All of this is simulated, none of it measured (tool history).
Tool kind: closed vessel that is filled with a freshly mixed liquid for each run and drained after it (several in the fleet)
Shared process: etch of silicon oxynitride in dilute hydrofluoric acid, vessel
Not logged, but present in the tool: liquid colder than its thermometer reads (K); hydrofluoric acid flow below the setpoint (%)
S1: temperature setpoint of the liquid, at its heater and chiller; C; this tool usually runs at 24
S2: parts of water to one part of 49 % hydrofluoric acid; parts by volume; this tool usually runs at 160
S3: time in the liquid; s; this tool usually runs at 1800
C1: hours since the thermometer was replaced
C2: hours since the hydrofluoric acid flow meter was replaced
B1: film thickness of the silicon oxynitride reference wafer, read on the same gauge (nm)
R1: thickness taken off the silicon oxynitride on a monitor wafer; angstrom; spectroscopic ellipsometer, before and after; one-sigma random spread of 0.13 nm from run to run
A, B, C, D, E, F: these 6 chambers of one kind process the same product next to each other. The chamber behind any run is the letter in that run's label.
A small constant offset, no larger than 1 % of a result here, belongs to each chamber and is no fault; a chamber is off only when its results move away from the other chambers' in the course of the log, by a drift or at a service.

run 1F hour=2 | S1=24 S2=160 S3=1800 | C1=519.7 C2=1343.9 | B1=49.993 | R1=157.09
run 2B hour=5.4 | S1=24 S2=160 S3=1800 | C1=182.1 C2=572.2 | B1=49.998 | R1=151.46
run 3A hour=9.1 | S1=24 S2=160 S3=1800 | C1=2623.8 C2=975.8 | B1=50.001 | R1=153.7
run 4E hour=11 | S1=24 S2=160 S3=1800 | C1=411 C2=1400.2 | B1=50.008 | R1=152.88
run 5D hour=13.3 | S1=24 S2=160 S3=1800 | C1=460 C2=751.7 | B1=50.03 | R1=153.18
run 6C hour=15.5 | S1=24 S2=160 S3=1800 | C1=1075.9 C2=766.6 | B1=50.006 | R1=155.31
run 7B hour=19.7 | S1=24 S2=160 S3=1800 | C1=196.4 C2=586.5 | B1=50.016 | R1=156.15
run 8D hour=23.4 | S1=24 S2=160 S3=1800 | C1=470.1 C2=761.8 | B1=49.998 | R1=156.3
run 9E hour=25.7 | S1=24 S2=160 S3=1800 | C1=425.7 C2=1414.9 | B1=49.999 | R1=152.96
run 10C hour=29.5 | S1=24 S2=160 S3=1800 | C1=1089.9 C2=780.6 | B1=49.992 | R1=152.57
run 11F hour=32.4 | S1=19 S2=205 S3=1800 | C1=550.1 C2=1374.3 | B1=49.997 | R1=93.972
run 12A hour=36 | S1=19 S2=205 S3=1800 | C1=2650.7 C2=1002.7 | B1=49.997 | R1=91.702
run 13F hour=39.2 | S1=19 S2=205 S3=1800 | C1=556.9 C2=1381.1 | B1=49.998 | R1=94.368
run 14D hour=41.8 | S1=19 S2=205 S3=1800 | C1=488.5 C2=780.2 | B1=50.006 | R1=93.135
run 15A hour=45 | S1=19 S2=205 S3=1800 | C1=2659.7 C2=1011.7 | B1=49.985 | R1=92.616
run 16B hour=47.4 | S1=19 S2=205 S3=1800 | C1=224.1 C2=614.2 | B1=50.022 | R1=93.194
run 17C hour=50.5 | S1=24 S2=160 S3=1800 | C1=1110.9 C2=801.6 | B1=50.008 | R1=154.18
run 18E hour=52.7 | S1=24 S2=160 S3=1800 | C1=452.7 C2=1441.9 | B1=50.002 | R1=153.12
run 19D hour=55.1 | S1=24 S2=160 S3=1800 | C1=501.8 C2=793.5 | B1=49.989 | R1=154.26
run 20E hour=59.3 | S1=26 S2=85 S3=1800 | C1=459.3 C2=1448.5 | B1=50.009 | R1=339.8
run 21F hour=61.7 | S1=26 S2=85 S3=1800 | C1=579.4 C2=1403.6 | B1=50.01 | R1=335.4
run 22C hour=64.2 | S1=26 S2=85 S3=1800 | C1=1124.6 C2=815.3 | B1=49.994 | R1=339.6
run 23A hour=68.5 | S1=26 S2=85 S3=1800 | C1=2683.2 C2=1035.2 | B1=50.01 | R1=339.63
run 24B hour=71.7 | S1=26 S2=85 S3=1800 | C1=248.4 C2=638.5 | B1=50.004 | R1=326.28
run 25B hour=75.7 | S1=26 S2=85 S3=1800 | C1=252.4 C2=642.5 | B1=50.002 | R1=328.36
run 26E hour=79.4 | S1=24 S2=160 S3=1800 | C1=479.4 C2=1468.6 | B1=50.014 | R1=153.56
run 27C hour=82.9 | S1=20.5 S2=160 S3=2720 | C1=1143.3 C2=834 | B1=50.006 | R1=200.06
run 28D hour=85.2 | S1=20.5 S2=160 S3=2720 | C1=531.9 C2=823.6 | B1=49.999 | R1=202.7
-- hour=88.6 chamber C: hydrofluoric acid flow meter replaced
run 29F hour=89 | S1=20.5 S2=160 S3=2720 | C1=606.7 C2=1430.9 | B1=49.995 | R1=201.09
run 30A hour=91.6 | S1=20.5 S2=160 S3=2720 | C1=2706.3 C2=1058.3 | B1=50 | R1=194.49
run 31A hour=94.2 | S1=20.5 S2=160 S3=2720 | C1=2708.9 C2=1060.9 | B1=50 | R1=197.51
run 32B hour=96 | S1=20.5 S2=160 S3=2720 | C1=272.7 C2=662.8 | B1=50.004 | R1=182.42
run 33D hour=99.6 | S1=24 S2=160 S3=1800 | C1=546.3 C2=838 | B1=49.995 | R1=154.14
run 34E hour=102.7 | S1=21 S2=160 S3=1800 | C1=502.7 C2=1491.9 | B1=49.977 | R1=135.81
run 35C hour=104.9 | S1=21 S2=160 S3=1800 | C1=1165.3 C2=16.4 | B1=50.018 | R1=134.75
run 36F hour=108.7 | S1=21 S2=160 S3=1800 | C1=626.4 C2=1450.6 | B1=50.013 | R1=134.93

Is one chamber out of step, is the gauge drifting, or do the chambers differ by no more than their own small offsets? For an off chamber, give its letter and the likeliest cause.

Chamber B drifts away from the others.
Most likely cause: hydrofluoric acid flow below the setpoint (%) = 8.45.
Not necessarily distinguishable in this log from: liquid colder than its thermometer reads (K).

Chamber B could run next with any of the 4 candidate recipes listed below; each alters the usual settings, and their results appear as question marks. Which one brings its results back in line with what the other chambers deliver on the usual settings?
In-line tolerance around the mean of the other chambers on the usual settings: R1 4.4 angstrom
run 37B-1 hour=111.8 | S1=24 S2=145 S3=1800 | R1=?
run 37B-2 hour=111.8 | S1=24 S2=155 S3=1835 | R1=?
run 37B-3 hour=111.8 | S1=24 S2=165 S3=1760 | R1=?
run 37B-4 hour=111.8 | S1=24 S2=165 S3=1695 | R1=?

On the usual settings, the other chambers give on average: R1 154.68 angstrom
run=37B-1 R1=155.7
run=37B-2 R1=147.15
run=37B-3 R1=131.4
run=37B-4 R1=126.55
37B-1 is the one that brings the chamber's results back in line with the other chambers.
